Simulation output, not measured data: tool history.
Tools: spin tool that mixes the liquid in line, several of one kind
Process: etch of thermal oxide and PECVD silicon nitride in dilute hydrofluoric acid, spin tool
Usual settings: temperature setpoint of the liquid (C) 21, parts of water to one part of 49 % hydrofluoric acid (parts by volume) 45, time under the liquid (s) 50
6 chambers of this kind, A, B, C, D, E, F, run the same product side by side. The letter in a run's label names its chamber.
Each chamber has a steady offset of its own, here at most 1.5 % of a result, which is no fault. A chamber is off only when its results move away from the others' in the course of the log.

run,hour,temperature setpoint of the liquid (C),parts of water to one part of 49 % hydrofluoric acid (parts by volume),time under the liquid (s),"read-back film thickness of the thermal oxide reference wafer, read on the same gauge (nm)","read-back film thickness of the PECVD silicon nitride reference wafer, read on the same gauge (nm)",thickness taken off the thermal oxide on a monitor wafer (nm),thickness taken off the PECVD silicon nitride on a monitor wafer (nm)
1B,5.9,21,45,50,109.97,109.97,4.7273,3.3437
2E,14.5,21,45,50,110.01,109.96,4.7488,3.4302
3A,23.7,21,45,50,109.99,110,4.7269,3.4029
4C,31.9,21,45,50,110,109.96,4.7622,3.4016
5F,38.3,21,45,50,110,110.07,4.7491,3.3548
6D,44.4,22.5,45,70,110.02,109.96,7.0135,5.2459
7B,53.5,22.5,45,70,110,110.03,7.0347,5.1717
8C,61.4,22.5,45,70,110,109.98,7.1279,5.2395
9A,70.7,22.5,45,70,110.01,109.98,7.1282,5.3142
10E,75.6,22.5,45,70,109.99,109.98,7.1128,5.3333
11F,83.2,22.5,45,70,109.99,110,7.1023,5.2585
12D,88.3,21,45,50,110,109.99,4.7349,3.3946
13F,97.1,21,45,50,110,110,4.7841,3.3946
14C,103.1,21,45,50,109.97,109.98,4.8092,3.3763
15B,108.5,21,45,50,110.01,110,4.7638,3.3237
16E,114.3,21,45,50,110.02,110.03,4.7509,3.4219
17A,120.9,21,45,50,109.99,109.99,4.7277,3.3991
18D,128.8,21,60,35,110,110.03,2.466,1.8012
19C,137.7,21,60,35,110.01,110.01,2.4528,1.7821
# hour 142.6: chamber C: hydrofluoric acid flow meter replaced
20F,143.7,21,60,35,110,110,2.4489,1.8085
21D,152.2,21,60,35,110,109.96,2.4835,1.8012
22E,159.9,21,60,35,110,109.96,2.4686,1.8181
23A,165.9,21,60,35,110,109.97,2.4277,1.7866
24B,172.7,21,45,50,110.01,110.01,4.7378,3.3471
25C,177.9,21,45,50,110,109.96,4.8297,3.3737
26D,184.4,21,45,50,110,110.04,4.7822,3.3468
27B,193.2,21,45,50,109.99,109.97,4.7847,3.3413
28A,199.9,21,45,50,109.99,109.99,4.8433,3.377
29E,207.1,21,45,50,110.03,110.02,4.8213,3.4154
30F,213.3,21,45,50,110,109.97,4.732,3.4012
31C,219.4,21,45,50,109.99,109.99,4.7319,3.4004
32D,223.7,21,45,50,110.02,109.96,4.7956,3.3648
33F,229.6,21,45,50,109.98,109.98,4.7389,3.3382
# hour 237.7: chamber D: thermometer replaced
34A,238.2,21,45,80,109.99,109.99,7.5517,5.4012
35E,246.8,21,45,80,110.01,109.98,7.5844,5.5421
# hour 252.8: chamber E: hydrofluoric acid flow meter replaced
36B,254.2,21,45,80,110,110.04,7.577,5.3917
37D,260.2,21,45,80,110.01,110,7.6366,5.4771
38E,265.7,21,45,80,110,109.99,7.6324,5.459
# hour 273.6: chamber A: hydrofluoric acid flow meter replaced
39B,274,21,45,80,109.98,109.99,7.6036,5.3709
40F,279.6,21,45,50,110.02,110,4.7149,3.4274
41C,288.5,21,45,50,109.98,109.98,4.8241,3.383
42A,297.2,21,45,50,110.01,109.96,4.7356,3.388
43E,303.8,21,45,50,110.01,110,4.7489,3.4302

All 6 chambers run these settings next. Forecast each chamber's results:
44A,310.5,21,45,50,,,?,?
44B,310.5,21,45,50,,,?,?
44C,310.5,21,45,50,,,?,?
44D,310.5,21,45,50,,,?,?
44E,310.5,21,45,50,,,?,?
44F,310.5,21,45,50,,,?,?

run,thickness taken off the thermal oxide on a monitor wafer (nm),thickness taken off the PECVD silicon nitride on a monitor wafer (nm)
44A,4.7627,3.3724
44B,4.7871,3.3569
44C,4.8304,3.3876
44D,4.759,3.4398
44E,4.7953,3.4039
44F,4.7745,3.3995
